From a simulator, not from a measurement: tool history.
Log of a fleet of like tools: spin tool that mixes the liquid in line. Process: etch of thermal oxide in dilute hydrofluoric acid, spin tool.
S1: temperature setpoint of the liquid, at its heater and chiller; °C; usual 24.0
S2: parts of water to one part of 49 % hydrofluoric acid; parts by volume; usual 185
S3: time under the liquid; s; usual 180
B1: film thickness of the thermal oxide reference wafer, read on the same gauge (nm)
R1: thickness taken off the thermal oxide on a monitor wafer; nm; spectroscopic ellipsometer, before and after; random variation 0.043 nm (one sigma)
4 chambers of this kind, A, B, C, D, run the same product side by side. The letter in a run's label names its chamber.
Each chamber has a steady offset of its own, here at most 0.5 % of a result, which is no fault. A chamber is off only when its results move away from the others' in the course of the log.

Run 1C, hour 8.0: usual settings; B1 150.02. Result: R1 4.3770 nm.
Run 2A, hour 18.7: usual settings; B1 149.99. Result: R1 4.3055 nm.
Run 3B, hour 26.9: usual settings; B1 149.97. Result: R1 4.2048 nm.
Run 4D, hour 38.2: usual settings; B1 150.03. Result: R1 4.3557 nm.
Run 5D, hour 51.5: usual settings but S1 20.5 °C, S2 155 parts by volume; B1 150.02. Result: R1 4.6060 nm.
Run 6A, hour 60.9: usual settings but S1 20.5 °C, S2 155 parts by volume; B1 150.00. Result: R1 4.6169 nm.
Run 7C, hour 69.5: usual settings but S1 20.5 °C, S2 155 parts by volume; B1 149.95. Result: R1 4.6292 nm.
Run 8B, hour 77.7: usual settings but S1 20.5 °C, S2 155 parts by volume; B1 149.99. Result: R1 4.5995 nm.
Run 9A, hour 92.0: usual settings but S2 150 parts by volume, S3 265 s; B1 149.99. Result: R1 8.1087 nm.
Run 10C, hour 104.8: usual settings but S2 150 parts by volume, S3 265 s; B1 150.04. Result: R1 8.0429 nm.
Run 11D, hour 117.3: usual settings but S2 150 parts by volume, S3 265 s; B1 150.01. Result: R1 8.1177 nm.
Run 12B, hour 130.5: usual settings but S2 150 parts by volume, S3 265 s; B1 149.97. Result: R1 8.0066 nm.
Run 13C, hour 141.0: usual settings but S3 230 s; B1 150.03. Result: R1 5.5779 nm.
Run 14D, hour 150.6: usual settings but S3 230 s; B1 150.01. Result: R1 5.5125 nm.
Run 15B, hour 164.0: usual settings but S3 230 s; B1 150.01. Result: R1 5.4580 nm.
Run 16A, hour 176.5: usual settings but S3 230 s; B1 150.00. Result: R1 5.4300 nm.
Run 17D, hour 186.2: usual settings; B1 149.97. Result: R1 4.3686 nm.
Run 18A, hour 201.7: usual settings; B1 150.00. Result: R1 4.2584 nm.
Run 19C, hour 214.1: usual settings; B1 149.99. Result: R1 4.2318 nm.
Run 20B, hour 221.2: usual settings; B1 149.99. Result: R1 4.3227 nm.
Run 21D, hour 234.3: usual settings; B1 150.00. Result: R1 4.2631 nm.
Run 22A, hour 246.2: usual settings; B1 149.99. Result: R1 4.2957 nm.
Run 23C, hour 259.1: usual settings; B1 150.04. Result: R1 4.2774 nm.
At hour 260.0: chamber B: thermometer replaced.
At hour 262.3: chamber D: thermometer replaced.
Run 24B, hour 271.9: usual settings; B1 149.95. Result: R1 4.1951 nm.
Run 25A, hour 282.4: usual settings; B1 149.99. Result: R1 4.2981 nm.
Run 26B, hour 298.5: usual settings; B1 150.02. Result: R1 4.3169 nm.
Run 27D, hour 309.3: usual settings but S1 21.0 °C, S2 135 parts by volume; B1 149.99. Result: R1 5.5041 nm.
Run 28C, hour 317.1: usual settings but S1 21.0 °C, S2 135 parts by volume; B1 150.05. Result: R1 5.6551 nm.
Run 29C, hour 328.0: usual settings but S1 21.0 °C, S2 135 parts by volume; B1 150.05. Result: R1 5.5689 nm.
Run 30B, hour 342.6: usual settings but S1 21.0 °C, S2 135 parts by volume; B1 149.99. Result: R1 5.4738 nm.
Run 31D, hour 357.4: usual settings but S3 240 s; B1 150.01. Result: R1 5.6453 nm.

What goes on in this fleet: one chamber off, a drifting gauge, or nothing beyond the chambers' own small offsets? Name the chamber and the cause, if any.

No chamber stands off beyond its own small offset, and the gauge holds steady.
